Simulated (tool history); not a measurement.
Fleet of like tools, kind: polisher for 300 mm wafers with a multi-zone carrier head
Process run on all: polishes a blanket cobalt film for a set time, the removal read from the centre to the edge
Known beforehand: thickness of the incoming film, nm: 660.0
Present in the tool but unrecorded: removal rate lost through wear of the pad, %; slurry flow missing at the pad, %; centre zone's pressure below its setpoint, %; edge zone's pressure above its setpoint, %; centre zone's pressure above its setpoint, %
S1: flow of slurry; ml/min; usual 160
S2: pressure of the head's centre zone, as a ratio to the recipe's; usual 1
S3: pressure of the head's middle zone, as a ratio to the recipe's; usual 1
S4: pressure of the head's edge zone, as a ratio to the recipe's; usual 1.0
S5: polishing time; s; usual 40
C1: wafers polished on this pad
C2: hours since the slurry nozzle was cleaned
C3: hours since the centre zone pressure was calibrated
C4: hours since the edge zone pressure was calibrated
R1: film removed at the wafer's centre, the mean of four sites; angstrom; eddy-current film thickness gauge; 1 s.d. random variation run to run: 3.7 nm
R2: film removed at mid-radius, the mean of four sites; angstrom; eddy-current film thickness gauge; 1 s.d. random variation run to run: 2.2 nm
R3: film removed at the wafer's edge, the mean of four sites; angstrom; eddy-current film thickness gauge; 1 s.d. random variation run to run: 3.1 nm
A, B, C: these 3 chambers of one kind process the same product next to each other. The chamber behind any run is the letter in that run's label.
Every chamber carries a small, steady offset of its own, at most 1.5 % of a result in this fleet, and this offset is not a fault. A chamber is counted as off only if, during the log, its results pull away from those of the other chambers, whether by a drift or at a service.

run	hour	S1	S2	S3	S4	S5	C1	C2	C3	C4	R1	R2	R3
# hour 5.9: chamber B: worn pad replaced by a new one
1C	6.5	160	1	1	1.0	40	483	102.3	513.0	548.1	2547.2	2509.6	2579.9
2B	18.0	160	1	1	1.0	40	218	86.9	135.0	91.6	2591.7	2589.2	2600.5
3A	32.0	160	1	1	1.0	40	1339	127.0	498.3	367.1	2657.7	2573.9	2589.2
4C	38.7	160	1	1	1.0	40	1062	134.5	545.2	580.3	2553.1	2555.6	2635.3
# hour 42.3: chamber A: worn pad replaced by a new one
5B	44.7	160	1	1	1.0	40	698	113.6	161.7	118.3	2540.2	2590.2	2622.7
# hour 50.7: chamber C: worn pad replaced by a new one
6A	51.2	160	1	1	1.0	40	161	146.2	517.5	386.3	2638.4	2577.5	2551.0
7B	57.8	160	1	1	1.0	40	934	126.7	174.8	131.4	2582.0	2601.8	2576.1
8C	66.2	160	1	1	1.0	40	280	162.0	572.7	607.8	2611.8	2496.6	2602.1
9A	72.4	160	1	1	1.0	40	542	167.4	538.7	407.5	2628.1	2577.7	2612.0
# hour 76.3: chamber B: worn pad replaced by a new one
10C	84.2	160	1	1	1.0	40	604	180.0	590.7	625.8	2586.8	2528.6	2518.6
11B	96.9	160	1	1	1.0	40	372	165.8	213.9	170.5	2546.6	2614.4	2576.7
12A	110.6	160	1	1	1.0	40	1230	205.6	576.9	445.7	2526.0	2598.1	2522.2
# hour 112.6: chamber C: worn pad replaced by a new one
13C	119.6	160	1	1	1.0	40	126	215.4	626.1	661.2	2639.8	2567.5	2559.9
# hour 120.8: chamber A: slurry nozzle cleaned
# hour 126.0: chamber A: worn pad replaced by a new one
14B	131.2	160	1	1	1.0	40	989	200.1	248.2	204.8	2598.3	2596.0	2581.2
# hour 136.5: chamber B: worn pad replaced by a new one
15A	145.2	160	1	1	1.0	40	345	24.4	611.5	480.3	2524.5	2592.3	2689.2
16B	152.6	160	1	1	1.0	40	291	221.5	269.6	226.2	2577.0	2558.7	2580.2
17A	164.9	160	1	1	1.0	40	700	44.1	631.2	500.0	2472.1	2583.7	2564.7
# hour 177.9: chamber C: worn pad replaced by a new one
18C	178.3	160	1	1	1.0	40	8	274.1	684.8	719.9	2622.4	2583.2	2598.5
19A	186.4	160	1	1	1.0	40	1087	65.6	652.7	521.5	2509.3	2563.8	2557.4
20B	195.8	160	1	1	1.0	40	1069	264.7	312.8	269.4	2515.5	2596.3	2583.0
# hour 198.3: chamber B: worn pad replaced by a new one
21C	206.2	160	1	1	1.0	40	510	302.0	712.7	747.8	2550.2	2558.9	2559.7
# hour 209.8: chamber B: slurry nozzle cleaned
22B	217.1	160	1	1	1.0	40	338	7.4	334.1	290.7	2578.5	2598.1	2648.2
# hour 217.2: chamber A: worn pad replaced by a new one
# hour 218.3: chamber C: edge zone pressure recalibrated
23C	224.7	160	1	1	1.0	40	843	320.5	731.2	6.5	2497.4	2577.3	2616.5
24A	233.1	160	1	1	0.9	26	287	112.3	699.4	568.2	1604.8	1695.5	1600.1
# hour 238.7: chamber C: slurry nozzle cleaned
25B	245.9	160	1	1	0.9	26	857	36.2	362.9	319.5	1639.1	1667.3	1585.6
# hour 250.1: chamber C: worn pad replaced by a new one
26C	257.7	160	1	1	0.9	26	136	19.0	764.2	39.5	1648.4	1647.5	1574.7
27A	267.9	195	1	1	1.0	40	913	147.1	734.2	603.0	2495.4	2653.4	2645.4
# hour 271.5: chamber B: worn pad replaced by a new one
28A	274.0	195	1	1	1.0	40	1023	153.2	740.3	609.1	2529.0	2633.1	2664.2
29B	284.0	195	1	1	1.0	40	225	74.3	401.0	357.6	2646.1	2684.3	2574.8
30C	290.2	160	1	1	1.0	40	721	51.5	796.7	72.0	2486.4	2555.0	2519.7

Read the log: is a single chamber off, either drifting away or since a service, is the gauge that measures every chamber drifting, or is nothing wrong beyond small per-chamber offsets? Name any odd chamber and what most likely caused it.

Chamber A drifts away from the others.
What lies behind it: centre zone's pressure below its setpoint, % = 8.27.

Chamber A could run next with any of the 4 candidate recipes listed below; each alters the usual settings, and their results appear as question marks. Which one brings its results back in line with what the other chambers deliver on the usual settings?
To be in line, a result may differ from the other chambers' mean on the usual settings by at most: R1 130.0 angstrom; R2 77.0 angstrom; R3 110.0 angstrom
31A-1	300.2	170	1.14	0.97	0.96	40					?	?	?
31A-2	300.2	150	0.86	1.03	1.04	40					?	?	?
31A-3	300.2	155	0.94	1.02	1.02	40					?	?	?
31A-4	300.2	165	1.06	0.98	0.98	40					?	?	?

Average result of the remaining chambers running the usual settings: R1 2563.9 angstrom; R2 2567.2 angstrom; R3 2581.8 angstrom
run	R1	R2	R3
31A-1	2730.1	2533.8	2543.3
31A-2	1941.9	2617.6	2606.9
31A-3	2162.5	2610.2	2592.1
31A-4	2504.6	2544.9	2560.7
With 31A-4, the chamber falls back in line with the rest.
